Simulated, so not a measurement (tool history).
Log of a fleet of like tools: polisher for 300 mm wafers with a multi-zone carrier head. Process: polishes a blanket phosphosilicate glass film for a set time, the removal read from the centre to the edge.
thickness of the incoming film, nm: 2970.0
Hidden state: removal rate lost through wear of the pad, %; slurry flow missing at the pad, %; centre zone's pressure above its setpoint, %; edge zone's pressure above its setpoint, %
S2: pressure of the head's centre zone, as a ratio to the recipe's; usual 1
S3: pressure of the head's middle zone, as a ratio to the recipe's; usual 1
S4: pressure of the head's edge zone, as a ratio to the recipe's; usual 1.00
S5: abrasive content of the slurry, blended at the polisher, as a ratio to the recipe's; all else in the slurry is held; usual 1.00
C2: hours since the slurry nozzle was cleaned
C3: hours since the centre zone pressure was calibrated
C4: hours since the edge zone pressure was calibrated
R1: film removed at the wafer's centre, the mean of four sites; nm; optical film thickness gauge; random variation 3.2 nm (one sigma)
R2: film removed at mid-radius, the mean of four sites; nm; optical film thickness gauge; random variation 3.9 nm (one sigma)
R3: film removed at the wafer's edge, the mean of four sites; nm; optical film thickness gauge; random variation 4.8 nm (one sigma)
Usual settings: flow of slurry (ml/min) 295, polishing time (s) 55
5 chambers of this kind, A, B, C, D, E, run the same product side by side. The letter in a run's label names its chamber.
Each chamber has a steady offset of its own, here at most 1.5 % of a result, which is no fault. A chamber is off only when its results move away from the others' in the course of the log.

run 1E hour=6.5 | flow_of_slurry_(ml/min)=295 S2=1 S3=1 S4=1.00 S5=1.00 polishing_time_(s)=55 | wafers_polished_on_this_pad=571 C2=387.0 C3=601.4 C4=37.5 | R1=457.03 R2=459.01 R3=452.01
run 2B hour=13.7 | flow_of_slurry_(ml/min)=295 S2=1 S3=1 S4=1.00 S5=1.00 polishing_time_(s)=55 | wafers_polished_on_this_pad=713 C2=391.5 C3=665.2 C4=33.6 | R1=460.77 R2=453.36 R3=460.41
run 3A hour=20.3 | flow_of_slurry_(ml/min)=295 S2=1 S3=1 S4=1.00 S5=1.00 polishing_time_(s)=55 | wafers_polished_on_this_pad=704 C2=370.4 C3=706.5 C4=113.8 | R1=459.18 R2=445.84 R3=464.62
-- hour=23.6 chamber E: worn pad replaced by a new one
run 4D hour=23.9 | flow_of_slurry_(ml/min)=295 S2=1 S3=1 S4=1.00 S5=1.00 polishing_time_(s)=55 | wafers_polished_on_this_pad=1229 C2=27.4 C3=883.7 C4=410.6 | R1=464.48 R2=454.32 R3=445.68
-- hour=24.1 chamber D: worn pad replaced by a new one
run 5C hour=28.1 | flow_of_slurry_(ml/min)=295 S2=1 S3=1 S4=1.00 S5=1.00 polishing_time_(s)=55 | wafers_polished_on_this_pad=552 C2=76.2 C3=964.8 C4=41.6 | R1=457.87 R2=457.28 R3=447.57
run 6B hour=33.2 | flow_of_slurry_(ml/min)=295 S2=1 S3=1 S4=1.00 S5=1.00 polishing_time_(s)=55 | wafers_polished_on_this_pad=939 C2=411.0 C3=684.7 C4=53.1 | R1=451.96 R2=453.21 R3=457.40
-- hour=33.7 chamber A: worn pad replaced by a new one
run 7A hour=37.6 | flow_of_slurry_(ml/min)=295 S2=1 S3=1 S4=1.00 S5=1.00 polishing_time_(s)=55 | wafers_polished_on_this_pad=45 C2=387.7 C3=723.8 C4=131.1 | R1=460.07 R2=455.17 R3=461.99
-- hour=41.2 chamber C: worn pad replaced by a new one
run 8C hour=42.3 | flow_of_slurry_(ml/min)=295 S2=1 S3=1 S4=1.00 S5=1.00 polishing_time_(s)=55 | wafers_polished_on_this_pad=12 C2=90.4 C3=979.0 C4=55.8 | R1=465.93 R2=459.15 R3=461.04
run 9D hour=47.4 | flow_of_slurry_(ml/min)=295 S2=1 S3=1 S4=1.00 S5=1.00 polishing_time_(s)=55 | wafers_polished_on_this_pad=269 C2=50.9 C3=907.2 C4=434.1 | R1=467.37 R2=455.26 R3=449.31
run 10E hour=54.6 | flow_of_slurry_(ml/min)=295 S2=1 S3=1 S4=1.00 S5=1.00 polishing_time_(s)=55 | wafers_polished_on_this_pad=359 C2=435.1 C3=649.5 C4=85.6 | R1=452.89 R2=456.96 R3=454.33
run 11A hour=61.2 | flow_of_slurry_(ml/min)=295 S2=1 S3=1 S4=0.91 S5=1.00 polishing_time_(s)=55 | wafers_polished_on_this_pad=318 C2=411.3 C3=747.4 C4=154.7 | R1=459.96 R2=451.17 R3=444.90
run 12E hour=66.1 | flow_of_slurry_(ml/min)=295 S2=1 S3=1 S4=0.91 S5=1.00 polishing_time_(s)=55 | wafers_polished_on_this_pad=492 C2=446.6 C3=661.0 C4=97.1 | R1=459.03 R2=462.48 R3=427.82
run 13B hour=73.7 | flow_of_slurry_(ml/min)=295 S2=1 S3=1 S4=0.91 S5=1.00 polishing_time_(s)=55 | wafers_polished_on_this_pad=1407 C2=451.5 C3=725.2 C4=93.6 | R1=453.55 R2=455.68 R3=429.33
run 14C hour=80.2 | flow_of_slurry_(ml/min)=295 S2=1 S3=1 S4=0.91 S5=1.00 polishing_time_(s)=55 | wafers_polished_on_this_pad=450 C2=128.3 C3=1016.9 C4=93.7 | R1=459.60 R2=454.95 R3=434.43
run 15D hour=88.0 | flow_of_slurry_(ml/min)=295 S2=1 S3=1 S4=0.91 S5=1.00 polishing_time_(s)=55 | wafers_polished_on_this_pad=738 C2=91.5 C3=947.8 C4=474.7 | R1=452.17 R2=458.93 R3=432.64
-- hour=89.6 chamber E: worn pad replaced by a new one
run 16B hour=91.7 | flow_of_slurry_(ml/min)=295 S2=1 S3=1 S4=1.00 S5=1.00 polishing_time_(s)=55 | wafers_polished_on_this_pad=1615 C2=469.5 C3=743.2 C4=111.6 | R1=454.26 R2=448.83 R3=457.78
-- hour=95.0 chamber C: worn pad replaced by a new one
run 17D hour=95.3 | flow_of_slurry_(ml/min)=295 S2=1 S3=1 S4=1.00 S5=1.00 polishing_time_(s)=55 | wafers_polished_on_this_pad=823 C2=98.8 C3=955.1 C4=482.0 | R1=462.47 R2=456.68 R3=454.43
-- hour=95.6 chamber A: worn pad replaced by a new one
run 18A hour=100.2 | flow_of_slurry_(ml/min)=295 S2=1 S3=1 S4=1.00 S5=1.00 polishing_time_(s)=55 | wafers_polished_on_this_pad=53 C2=450.3 C3=786.4 C4=193.7 | R1=456.45 R2=454.09 R3=455.25
run 19E hour=107.5 | flow_of_slurry_(ml/min)=295 S2=1 S3=1 S4=1.00 S5=1.00 polishing_time_(s)=55 | wafers_polished_on_this_pad=207 C2=488.0 C3=702.4 C4=138.5 | R1=452.59 R2=463.56 R3=451.73
run 20C hour=113.7 | flow_of_slurry_(ml/min)=295 S2=1 S3=1 S4=1.00 S5=1.00 polishing_time_(s)=55 | wafers_polished_on_this_pad=216 C2=161.8 C3=1050.4 C4=127.2 | R1=468.13 R2=456.58 R3=457.74
-- hour=117.3 chamber B: slurry nozzle cleaned
run 21D hour=118.7 | flow_of_slurry_(ml/min)=295 S2=1 S3=1 S4=1.00 S5=1.00 polishing_time_(s)=55 | wafers_polished_on_this_pad=1093 C2=122.2 C3=978.5 C4=505.4 | R1=455.31 R2=462.86 R3=452.87
-- hour=124.9 chamber D: worn pad replaced by a new one
run 22E hour=125.7 | flow_of_slurry_(ml/min)=295 S2=1 S3=1 S4=1.00 S5=1.15 polishing_time_(s)=71 | wafers_polished_on_this_pad=418 C2=506.2 C3=720.6 C4=156.7 | R1=617.74 R2=629.82 R3=620.30
run 23B hour=133.5 | flow_of_slurry_(ml/min)=295 S2=1 S3=1 S4=1.00 S5=1.15 polishing_time_(s)=71 | wafers_polished_on_this_pad=2098 C2=16.2 C3=785.0 C4=153.4 | R1=613.85 R2=600.46 R3=614.15
run 24C hour=138.4 | flow_of_slurry_(ml/min)=295 S2=1 S3=1 S4=1.00 S5=1.15 polishing_time_(s)=71 | wafers_polished_on_this_pad=502 C2=186.5 C3=1075.1 C4=151.9 | R1=632.04 R2=624.28 R3=615.69
-- hour=142.9 chamber C: worn pad replaced by a new one
run 25A hour=146.2 | flow_of_slurry_(ml/min)=295 S2=1 S3=1 S4=1.00 S5=1.15 polishing_time_(s)=71 | wafers_polished_on_this_pad=585 C2=496.3 C3=832.4 C4=239.7 | R1=628.80 R2=623.09 R3=628.75
run 26D hour=151.2 | flow_of_slurry_(ml/min)=295 S2=1 S3=1 S4=1.00 S5=1.15 polishing_time_(s)=71 | wafers_polished_on_this_pad=304 C2=154.7 C3=1011.0 C4=537.9 | R1=631.97 R2=630.87 R3=626.37
-- hour=154.5 chamber E: worn pad replaced by a new one
run 27A hour=159.0 | flow_of_slurry_(ml/min)=335 S2=1 S3=1 S4=1.00 S5=1.10 polishing_time_(s)=55 | wafers_polished_on_this_pad=733 C2=509.1 C3=845.2 C4=252.5 | R1=487.65 R2=474.67 R3=477.53
-- hour=164.5 chamber A: centre zone pressure recalibrated
run 28B hour=164.9 | flow_of_slurry_(ml/min)=335 S2=1 S3=1 S4=1.00 S5=1.10 polishing_time_(s)=55 | wafers_polished_on_this_pad=2461 C2=47.6 C3=816.4 C4=184.8 | R1=468.45 R2=458.54 R3=470.77
run 29E hour=169.0 | flow_of_slurry_(ml/min)=335 S2=1 S3=1 S4=1.00 S5=1.10 polishing_time_(s)=55 | wafers_polished_on_this_pad=167 C2=549.5 C3=763.9 C4=200.0 | R1=486.94 R2=482.94 R3=471.20
-- hour=169.1 chamber A: worn pad replaced by a new one
-- hour=175.0 chamber A: slurry nozzle cleaned
run 30C hour=175.4 | flow_of_slurry_(ml/min)=335 S2=1 S3=1 S4=1.00 S5=1.10 polishing_time_(s)=55 | wafers_polished_on_this_pad=376 C2=223.5 C3=1112.1 C4=188.9 | R1=492.16 R2=488.66 R3=475.14
run 31D hour=182.2 | flow_of_slurry_(ml/min)=335 S2=1 S3=1 S4=1.00 S5=1.10 polishing_time_(s)=55 | wafers_polished_on_this_pad=662 C2=185.7 C3=1042.0 C4=568.9 | R1=484.98 R2=487.07 R3=479.81
run 32B hour=186.6 | flow_of_slurry_(ml/min)=295 S2=1 S3=1 S4=1.00 S5=1.00 polishing_time_(s)=55 | wafers_polished_on_this_pad=2712 C2=69.3 C3=838.1 C4=206.5 | R1=441.69 R2=444.86 R3=437.95
run 33E hour=192.4 | flow_of_slurry_(ml/min)=295 S2=1 S3=1 S4=1.00 S5=1.00 polishing_time_(s)=55 | wafers_polished_on_this_pad=438 C2=572.9 C3=787.3 C4=223.4 | R1=450.11 R2=458.44 R3=447.31
-- hour=192.8 chamber C: worn pad replaced by a new one
run 34C hour=200.1 | flow_of_slurry_(ml/min)=295 S2=1 S3=1 S4=1.00 S5=1.00 polishing_time_(s)=55 | wafers_polished_on_this_pad=85 C2=248.2 C3=1136.8 C4=213.6 | R1=466.24 R2=463.31 R3=455.56
run 35A hour=203.6 | flow_of_slurry_(ml/min)=295 S2=1 S3=1 S4=1.00 S5=1.00 polishing_time_(s)=55 | wafers_polished_on_this_pad=399 C2=28.6 C3=39.1 C4=297.1 | R1=461.51 R2=455.39 R3=458.98
run 36C hour=208.6 | flow_of_slurry_(ml/min)=295 S2=1 S3=1 S4=1.00 S5=1.00 polishing_time_(s)=55 | wafers_polished_on_this_pad=183 C2=256.7 C3=1145.3 C4=222.1 | R1=462.34 R2=453.55 R3=454.42
run 37B hour=214.6 | flow_of_slurry_(ml/min)=295 S2=1 S3=1 S4=0.95 S5=1.10 polishing_time_(s)=55 | wafers_polished_on_this_pad=3035 C2=97.3 C3=866.1 C4=234.5 | R1=456.08 R2=446.11 R3=441.13
-- hour=217.2 chamber E: worn pad replaced by a new one
run 38A hour=220.2 | flow_of_slurry_(ml/min)=295 S2=1 S3=1 S4=0.95 S5=1.10 polishing_time_(s)=55 | wafers_polished_on_this_pad=591 C2=45.2 C3=55.7 C4=313.7 | R1=478.13 R2=472.32 R3=466.13
run 39E hour=226.7 | flow_of_slurry_(ml/min)=295 S2=1 S3=1 S4=0.95 S5=1.10 polishing_time_(s)=55 | wafers_polished_on_this_pad=110 C2=607.2 C3=821.6 C4=257.7 | R1=479.69 R2=476.02 R3=457.71
-- hour=228.2 chamber D: worn pad replaced by a new one
run 40D hour=230.8 | flow_of_slurry_(ml/min)=295 S2=1 S3=1 S4=0.95 S5=1.10 polishing_time_(s)=55 | wafers_polished_on_this_pad=31 C2=234.3 C3=1090.6 C4=617.5 | R1=480.95 R2=476.85 R3=464.42
-- hour=235.0 chamber A: worn pad replaced by a new one
run 41A hour=236.9 | flow_of_slurry_(ml/min)=295 S2=1 S3=1 S4=0.95 S5=1.10 polishing_time_(s)=55 | wafers_polished_on_this_pad=22 C2=61.9 C3=72.4 C4=330.4 | R1=478.10 R2=470.71 R3=461.38

Next, every chamber runs the same settings. What will each give?
run 42A hour=242.5 | flow_of_slurry_(ml/min)=295 S2=1 S3=1 S4=1.00 S5=1.00 polishing_time_(s)=55 | R1=? R2=? R3=?
run 42B hour=242.5 | flow_of_slurry_(ml/min)=295 S2=1 S3=1 S4=1.00 S5=1.00 polishing_time_(s)=55 | R1=? R2=? R3=?
run 42C hour=242.5 | flow_of_slurry_(ml/min)=295 S2=1 S3=1 S4=1.00 S5=1.00 polishing_time_(s)=55 | R1=? R2=? R3=?
run 42D hour=242.5 | flow_of_slurry_(ml/min)=295 S2=1 S3=1 S4=1.00 S5=1.00 polishing_time_(s)=55 | R1=? R2=? R3=?
run 42E hour=242.5 | flow_of_slurry_(ml/min)=295 S2=1 S3=1 S4=1.00 S5=1.00 polishing_time_(s)=55 | R1=? R2=? R3=?

run=42A R1=458.61 R2=457.66 R3=461.11
run=42B R1=428.12 R2=429.56 R3=432.70
run=42C R1=463.59 R2=452.12 R3=446.54
run=42D R1=461.40 R2=454.49 R3=450.24
run=42E R1=452.05 R2=447.95 R3=456.02

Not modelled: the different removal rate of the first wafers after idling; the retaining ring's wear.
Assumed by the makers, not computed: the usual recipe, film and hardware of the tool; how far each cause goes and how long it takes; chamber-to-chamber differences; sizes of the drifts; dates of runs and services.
